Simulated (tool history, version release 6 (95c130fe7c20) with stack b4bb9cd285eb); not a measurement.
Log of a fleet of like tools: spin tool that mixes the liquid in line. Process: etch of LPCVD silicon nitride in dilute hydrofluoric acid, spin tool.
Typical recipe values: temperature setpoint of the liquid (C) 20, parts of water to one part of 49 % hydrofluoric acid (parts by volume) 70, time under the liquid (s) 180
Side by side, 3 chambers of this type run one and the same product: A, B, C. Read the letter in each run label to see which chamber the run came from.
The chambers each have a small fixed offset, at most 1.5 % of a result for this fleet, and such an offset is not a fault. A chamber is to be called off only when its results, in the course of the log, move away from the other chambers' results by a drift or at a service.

| run | hour | temperature setpoint of the liquid (C) | parts of water to one part of 49 % hydrofluoric acid (parts by volume) | time under the liquid (s) | hours since the thermometer was replaced | hours since the hydrofluoric acid flow meter was replaced | read-back film thickness of the LPCVD silicon nitride reference wafer, read on the same gauge (nm) | thickness taken off the LPCVD silicon nitride on a monitor wafer (angstrom) |
|---|---|---|---|---|---|---|---|---|
| 1B | 10 | 20 | 70 | 180 | 1664.1 | 929.6 | 119.98 | 9.6237 |
|  | 17.9 | chamber A: thermometer replaced |
| 2C | 22.3 | 20 | 70 | 180 | 408.2 | 625.9 | 119.99 | 9.6932 |
| 3A | 34.3 | 20 | 70 | 180 | 16.4 | 837.9 | 120 | 9.5762 |
| 4B | 45.2 | 20 | 70 | 180 | 1699.3 | 964.8 | 119.99 | 9.9021 |
| 5A | 55.7 | 20 | 70 | 180 | 37.8 | 859.3 | 120.02 | 9.8361 |
| 6C | 67.5 | 20 | 70 | 180 | 453.4 | 671.1 | 119.97 | 10.086 |
| 7C | 75.7 | 20 | 70 | 180 | 461.6 | 679.3 | 120 | 9.2248 |
| 8B | 83.1 | 20 | 70 | 180 | 1737.2 | 1002.7 | 120 | 10.037 |
| 9A | 92.6 | 20 | 70 | 180 | 74.7 | 896.2 | 120 | 10.012 |
| 10A | 100.4 | 20 | 40 | 75 | 82.5 | 904 | 120.02 | 7.3112 |
| 11C | 106.5 | 20 | 40 | 75 | 492.4 | 710.1 | 120.01 | 7.081 |
| 12B | 114.5 | 20 | 40 | 75 | 1768.6 | 1034.1 | 119.98 | 6.916 |
| 13C | 120.4 | 20 | 70 | 180 | 506.3 | 724 | 120.02 | 9.857 |
| 14A | 130.2 | 20 | 70 | 180 | 112.3 | 933.8 | 120.02 | 9.6498 |
| 15B | 140.1 | 20 | 70 | 180 | 1794.2 | 1059.7 | 119.99 | 9.8744 |
| 16C | 152.5 | 20 | 70 | 180 | 538.4 | 756.1 | 119.99 | 9.5518 |
| 17B | 161.2 | 20 | 70 | 180 | 1815.3 | 1080.8 | 120.01 | 9.5061 |
| 18A | 168.4 | 20 | 70 | 180 | 150.5 | 972 | 120.01 | 9.4762 |
| 19C | 180.3 | 20 | 50 | 180 | 566.2 | 783.9 | 119.99 | 13.723 |
| 20B | 188.9 | 20 | 50 | 180 | 1843 | 1108.5 | 120 | 13.444 |
| 21A | 199.6 | 20 | 50 | 180 | 181.7 | 1003.2 | 120.01 | 14.405 |
| 22C | 210.2 | 20 | 70 | 180 | 596.1 | 813.8 | 119.98 | 10.194 |
|  | 216.3 | chamber A: hydrofluoric acid flow meter replaced |
| 23B | 222.9 | 20 | 70 | 180 | 1877 | 1142.5 | 120.01 | 9.3546 |
| 24A | 234.7 | 20 | 70 | 180 | 216.8 | 18.5 | 120.01 | 9.8131 |
| 25B | 243.8 | 20 | 70 | 180 | 1897.9 | 1163.4 | 120 | 9.6663 |
| 26C | 253.3 | 20 | 85 | 180 | 639.2 | 856.9 | 120 | 8.3125 |
| 27A | 261 | 20 | 85 | 180 | 243.1 | 44.8 | 120 | 8.5883 |
| 28C | 272.3 | 20 | 85 | 180 | 658.2 | 875.9 | 120 | 8.0103 |
| 29B | 278.6 | 20 | 70 | 180 | 1932.7 | 1198.2 | 119.99 | 9.9512 |
| 30A | 291 | 20 | 70 | 180 | 273.1 | 74.8 | 120 | 9.9139 |
| 31A | 298.5 | 20 | 70 | 100 | 280.6 | 82.3 | 120 | 5.2095 |
| 32C | 306.5 | 20 | 70 | 100 | 692.4 | 910.1 | 120.01 | 5.5247 |
| 33B | 312.1 | 20 | 70 | 100 | 1966.2 | 1231.7 | 120 | 5.4206 |
| 34C | 319.7 | 20 | 70 | 180 | 705.6 | 923.3 | 119.98 | 9.7769 |
| 35A | 329.4 | 20 | 70 | 180 | 311.5 | 113.2 | 119.98 | 10.427 |

Each of the 3 chambers runs these same settings next. Fill in every chamber's results:
| 36A | 338.6 | 20 | 90 | 180 |  |  |  | ? |
| 36B | 338.6 | 20 | 90 | 180 |  |  |  | ? |
| 36C | 338.6 | 20 | 90 | 180 |  |  |  | ? |

| run | thickness taken off the LPCVD silicon nitride on a monitor wafer (angstrom) |
|---|---|
| 36A | 7.7907 |
| 36B | 7.7042 |
| 36C | 8.1046 |
